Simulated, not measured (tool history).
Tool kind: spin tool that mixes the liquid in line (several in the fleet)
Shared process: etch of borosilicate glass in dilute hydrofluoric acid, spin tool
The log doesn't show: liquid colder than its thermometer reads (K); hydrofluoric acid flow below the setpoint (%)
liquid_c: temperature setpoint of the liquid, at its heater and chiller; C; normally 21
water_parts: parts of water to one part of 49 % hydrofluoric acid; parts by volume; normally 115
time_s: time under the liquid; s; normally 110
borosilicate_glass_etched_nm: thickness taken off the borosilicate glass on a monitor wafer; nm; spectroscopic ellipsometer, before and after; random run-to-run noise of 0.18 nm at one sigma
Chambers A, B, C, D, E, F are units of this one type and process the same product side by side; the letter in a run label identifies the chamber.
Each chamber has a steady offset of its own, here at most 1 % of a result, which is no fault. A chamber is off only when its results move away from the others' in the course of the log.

run	hour	liquid_c	water_parts	time_s	hours since the thermometer was replaced	hours since the hydrofluoric acid flow meter was replaced	read-back film thickness of the borosilicate glass reference wafer, read on the same gauge (nm)	borosilicate_glass_etched_nm
1C	4	21	115	110	401.8	825.5	150.01	19.203
2D	9	21	115	110	369.6	49.1	150.01	19.406
3E	13.9	21	115	110	2205.7	1623.6	149.99	19.457
4F	18.2	21	115	110	673.7	254.1	150.01	19.786
5B	21.8	18.5	115	110	412	1279.3	150.01	17.987
6A	26.2	18.5	115	110	1011.4	542.1	150	17.317
7B	30.8	18.5	115	110	421	1288.3	149.98	18.032
8D	34.5	18.5	115	110	395.1	74.6	149.99	17.53
9F	37.3	18.5	115	110	692.8	273.2	150.01	17.642
10E	40.4	18.5	115	110	2232.2	1650.1	149.99	17.61
11C	46.5	21	115	110	444.3	868	150.01	19.303
12A	50.8	21	115	135	1036	566.7	149.98	23.619
13A	53.6	21	115	135	1038.8	569.5	149.99	23.65
14B	58.3	21	115	135	448.5	1315.8	149.98	24.34
15D	63.4	21	115	135	424	103.5	150	23.764
16E	68.6	21	115	135	2260.4	1678.3	150.03	23.262
17F	73.9	21	115	135	729.4	309.8	150.03	23.881
18C	78.4	21	115	110	476.2	899.9	150	19.14
19D	81.3	21	115	110	441.9	121.4	150	19.554
20F	84.5	21	85	90	740	320.4	150	21.95
21B	88.7	21	85	90	478.9	1346.2	149.99	22.317
22C	92.3	21	85	90	490.1	913.8	150	21.943
23A	98.5	21	85	90	1083.7	614.4	149.99	21.865
24E	101.4	21	85	90	2293.2	1711.1	150.03	21.905
25E	104.8	21	85	90	2296.6	1714.5	150.02	22.497
26B	108.8	21	115	110	499	1366.3	150.01	19.355
27A	113.6	21	115	110	1098.8	629.5	150	19.039
28C	119.7	21	115	110	517.5	941.2	150.02	18.987
29F	125	21	115	110	780.5	360.9	150.02	19.302
30D	130.6	21	115	110	491.2	170.7	150.01	19.386
31F	133.5	21	115	110	789	369.4	149.99	19.439
32B	139.8	21	115	110	530	1397.3	150.01	19.576
33C	142.7	21	115	150	540.5	964.2	149.99	26.204
34E	146.5	21	115	150	2338.3	1756.2	150	26.927
35A	152.2	21	115	150	1137.4	668.1	149.98	26.436
36D	158	21	115	150	518.6	198.1	150	26.259
37E	164.2	21	115	150	2356	1773.9	150	26.283
38C	167.4	21	115	150	565.2	988.9	150	26.584
# hour 167.5: chamber F: hydrofluoric acid flow meter replaced
39B	171.7	23.5	60	110	561.9	1429.2	149.98	44.81
40D	176.2	23.5	60	110	536.8	216.3	149.98	43.122
41F	179.2	23.5	60	110	834.7	11.7	150	43.757
42A	183.6	23.5	60	110	1168.8	699.5	150	43.075

Read the log: is a single chamber off, either drifting away or since a service, is the gauge that measures every chamber drifting, or is nothing wrong beyond small per-chamber offsets? Name any odd chamber and what most likely caused it.

Neither any chamber nor the gauge drifts; the chambers differ only by their own small, steady offsets.
